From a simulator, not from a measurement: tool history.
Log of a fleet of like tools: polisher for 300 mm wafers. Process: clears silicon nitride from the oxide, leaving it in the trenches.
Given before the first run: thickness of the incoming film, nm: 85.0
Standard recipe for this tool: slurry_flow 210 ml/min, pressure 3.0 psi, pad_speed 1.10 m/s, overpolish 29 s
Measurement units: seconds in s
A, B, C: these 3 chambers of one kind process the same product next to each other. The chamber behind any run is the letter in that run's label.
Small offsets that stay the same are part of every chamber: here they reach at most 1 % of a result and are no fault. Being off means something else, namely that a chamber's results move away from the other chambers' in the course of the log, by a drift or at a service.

| run | hour | slurry_flow | pressure | pad_speed | overpolish | wafers polished on this pad | hours since the slurry nozzle was cleaned | hours since the head pressure was calibrated | seconds |
|---|---|---|---|---|---|---|---|---|---|
| 1B | 5.9 | 210 | 3.0 | 1.10 | 29 | 72 | 44.4 | 252.3 | 91.426 |
| 2C | 10.9 | 210 | 3.0 | 1.10 | 29 | 927 | 56.6 | 418.7 | 89.677 |
|  | 12.9 | chamber A: worn pad replaced by a new one |
|  | 14.1 | chamber C: worn pad replaced by a new one |
| 3A | 17.5 | 210 | 3.0 | 1.10 | 29 | 24 | 342.3 | 364.3 | 90.276 |
| 4A | 29.0 | 210 | 3.0 | 1.10 | 29 | 85 | 353.8 | 375.8 | 87.602 |
| 5C | 40.3 | 210 | 3.0 | 1.10 | 29 | 139 | 86.0 | 448.1 | 90.587 |
| 6B | 49.8 | 210 | 3.0 | 1.10 | 46 | 305 | 88.3 | 296.2 | 92.312 |
| 7A | 61.4 | 210 | 3.0 | 1.10 | 46 | 258 | 386.2 | 408.2 | 90.195 |
| 8B | 67.5 | 210 | 3.0 | 1.10 | 46 | 400 | 106.0 | 313.9 | 91.143 |
| 9C | 74.4 | 210 | 2.5 | 1.10 | 21 | 321 | 120.1 | 482.2 | 107.460 |
| 10B | 84.9 | 210 | 2.5 | 1.10 | 21 | 492 | 123.4 | 331.3 | 109.860 |
| 11A | 93.7 | 210 | 2.5 | 1.10 | 21 | 430 | 418.5 | 440.5 | 107.690 |
| 12C | 100.4 | 210 | 3.0 | 1.10 | 29 | 459 | 146.1 | 508.2 | 90.168 |
| 13C | 107.7 | 210 | 3.0 | 1.10 | 29 | 498 | 153.4 | 515.5 | 89.403 |
| 14A | 115.8 | 210 | 3.0 | 1.10 | 29 | 547 | 440.6 | 462.6 | 89.649 |
| 15B | 121.8 | 210 | 3.0 | 1.10 | 29 | 689 | 160.3 | 368.2 | 89.850 |
| 16B | 128.2 | 210 | 3.0 | 1.10 | 29 | 723 | 166.7 | 374.6 | 89.480 |
| 17A | 135.4 | 210 | 3.0 | 1.10 | 29 | 652 | 460.2 | 482.2 | 89.438 |
| 18C | 144.4 | 210 | 3.0 | 1.10 | 29 | 693 | 190.1 | 552.2 | 87.934 |
| 19C | 149.9 | 210 | 3.0 | 1.10 | 29 | 723 | 195.6 | 557.7 | 89.634 |
| 20B | 159.7 | 210 | 3.0 | 1.10 | 29 | 890 | 198.2 | 406.1 | 89.484 |
|  | 164.3 | chamber C: worn pad replaced by a new one |
| 21A | 170.6 | 210 | 3.0 | 1.10 | 29 | 839 | 495.4 | 517.4 | 89.688 |
| 22C | 180.2 | 210 | 3.0 | 1.10 | 29 | 84 | 225.9 | 588.0 | 90.293 |
|  | 180.3 | chamber C: head pressure recalibrated |
| 23B | 187.5 | 210 | 3.6 | 0.72 | 29 | 1038 | 226.0 | 433.9 | 114.220 |
|  | 191.8 | chamber B: worn pad replaced by a new one |
| 24A | 193.5 | 210 | 3.6 | 0.72 | 29 | 961 | 518.3 | 540.3 | 114.160 |
| 25A | 201.4 | 210 | 3.6 | 0.72 | 29 | 1003 | 526.2 | 548.2 | 112.860 |
| 26C | 211.4 | 210 | 3.0 | 1.10 | 29 | 250 | 257.1 | 31.2 | 90.552 |
| 27B | 217.5 | 210 | 3.0 | 1.10 | 29 | 137 | 256.0 | 463.9 | 90.763 |
|  | 226.8 | chamber A: worn pad replaced by a new one |
| 28C | 227.9 | 210 | 3.0 | 1.10 | 29 | 338 | 273.6 | 47.7 | 88.774 |
| 29B | 236.1 | 210 | 3.0 | 1.10 | 29 | 236 | 274.6 | 482.5 | 90.448 |
| 30A | 241.2 | 210 | 3.0 | 1.10 | 29 | 76 | 566.0 | 588.0 | 89.171 |
| 31B | 248.3 | 210 | 3.0 | 1.10 | 29 | 301 | 286.8 | 494.7 | 89.346 |
| 32C | 255.8 | 210 | 3.0 | 1.10 | 29 | 487 | 301.5 | 75.6 | 91.117 |
| 33A | 262.3 | 210 | 3.0 | 1.10 | 29 | 189 | 587.1 | 609.1 | 89.264 |
| 34A | 272.3 | 210 | 3.0 | 1.10 | 29 | 242 | 597.1 | 619.1 | 89.649 |
| 35B | 280.5 | 210 | 3.0 | 1.10 | 29 | 472 | 319.0 | 526.9 | 89.872 |
|  | 282.0 | chamber C: slurry nozzle cleaned |
| 36C | 290.5 | 210 | 3.0 | 1.10 | 29 | 671 | 8.5 | 110.3 | 89.561 |
| 37A | 298.2 | 210 | 3.0 | 1.28 | 29 | 380 | 623.0 | 645.0 | 75.359 |

Each of the 3 chambers runs these same settings next. Fill in every chamber's results:
| 38A | 306.4 | 210 | 3.0 | 1.10 | 29 |  |  |  | ? |
| 38B | 306.4 | 210 | 3.0 | 1.10 | 29 |  |  |  | ? |
| 38C | 306.4 | 210 | 3.0 | 1.10 | 29 |  |  |  | ? |

| run | seconds |
|---|---|
| 38A | 89.709 |
| 38B | 90.510 |
| 38C | 89.989 |
